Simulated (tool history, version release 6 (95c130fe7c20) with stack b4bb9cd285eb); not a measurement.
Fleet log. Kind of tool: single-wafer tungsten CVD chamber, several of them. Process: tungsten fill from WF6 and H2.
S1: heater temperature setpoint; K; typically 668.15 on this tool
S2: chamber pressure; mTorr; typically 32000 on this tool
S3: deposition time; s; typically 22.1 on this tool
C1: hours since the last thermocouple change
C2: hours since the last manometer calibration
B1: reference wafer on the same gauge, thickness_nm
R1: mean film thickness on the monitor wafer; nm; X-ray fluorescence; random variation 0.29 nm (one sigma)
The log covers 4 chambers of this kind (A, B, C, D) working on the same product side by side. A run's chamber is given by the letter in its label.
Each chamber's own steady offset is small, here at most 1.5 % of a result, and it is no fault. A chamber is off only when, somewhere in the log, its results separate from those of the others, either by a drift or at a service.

run	hour	S1	S2	S3	C1	C2	B1	R1
1D	4.4	668.15	32000	22.1	942.2	1120.5	68.135	60.229
2B	7.4	668.15	32000	22.1	1368.4	2034.9	68.103	59.537
3C	11.2	668.15	32000	22.1	920.8	133.0	68.186	60.641
4A	13.8	668.15	32000	22.1	999.0	415.6	68.124	60.354
5A	17.3	668.15	32000	22.1	1002.5	419.1	68.149	60.691
6B	22.2	668.15	32000	22.1	1383.2	2049.7	68.117	59.326
7C	26.5	681.15	32000	22.1	936.1	148.3	68.086	77.346
8D	30.6	681.15	32000	22.1	968.4	1146.7	68.100	77.083
9A	35.0	681.15	32000	22.1	1020.2	436.8	68.080	76.770
10C	39.4	681.15	32000	22.1	949.0	161.2	68.115	77.653
11D	41.8	668.15	32000	22.1	979.6	1157.9	68.133	60.396
12B	46.1	668.15	32000	22.1	1407.1	2073.6	68.135	59.380
13A	51.0	668.15	32000	22.1	1036.2	452.8	68.101	60.620
14B	56.2	668.15	32000	22.1	1417.2	2083.7	68.055	59.121
15D	60.1	668.15	26900	22.1	997.9	1176.2	68.079	56.003
16C	63.7	668.15	26900	22.1	973.3	185.5	68.151	56.229
17B	68.3	668.15	26900	22.1	1429.3	2095.8	68.038	54.711
18A	72.6	668.15	26900	22.1	1057.8	474.4	68.115	55.681
19D	77.4	668.15	32000	22.1	1015.2	1193.5	68.052	60.404
20C	80.7	668.15	32000	22.1	990.3	202.5	68.081	60.441
# hour 81.0: chamber D: capacitance manometer re-zeroed and calibrated
21D	84.6	668.15	32000	19.9	1022.4	3.7	68.086	54.327
22B	89.9	668.15	32000	19.9	1450.9	2117.4	68.111	53.381
# hour 90.8: chamber A: thermocouple changed; heater temperature recalibrated
23A	92.9	668.15	32000	19.9	2.1	494.7	68.080	54.886
24C	95.9	668.15	32000	19.9	1005.5	217.7	68.127	54.585
25B	100.6	668.15	32000	22.1	1461.6	2128.1	68.039	59.129
26D	103.3	668.15	32000	22.1	1041.1	22.4	68.029	60.792
27A	106.0	668.15	32000	22.1	15.2	507.8	68.029	60.110
28C	108.7	668.15	32000	23.5	1018.3	230.5	68.176	64.593
29A	112.4	668.15	32000	23.5	21.6	514.2	68.115	64.621
30D	115.4	668.15	32000	23.5	1053.2	34.5	68.057	64.636
31B	118.6	668.15	32000	23.5	1479.6	2146.1	68.140	63.433
32C	122.6	668.15	32000	22.1	1032.2	244.4	68.042	60.771
33A	125.7	668.15	32000	22.1	34.9	527.5	68.070	61.195

One chamber off, gauge drift, or nothing amiss beyond the chambers' own small offsets? If it is a chamber, which one, and what is the likeliest cause?

Nothing is wrong: each chamber keeps only its own small, steady offset and the gauge holds still.
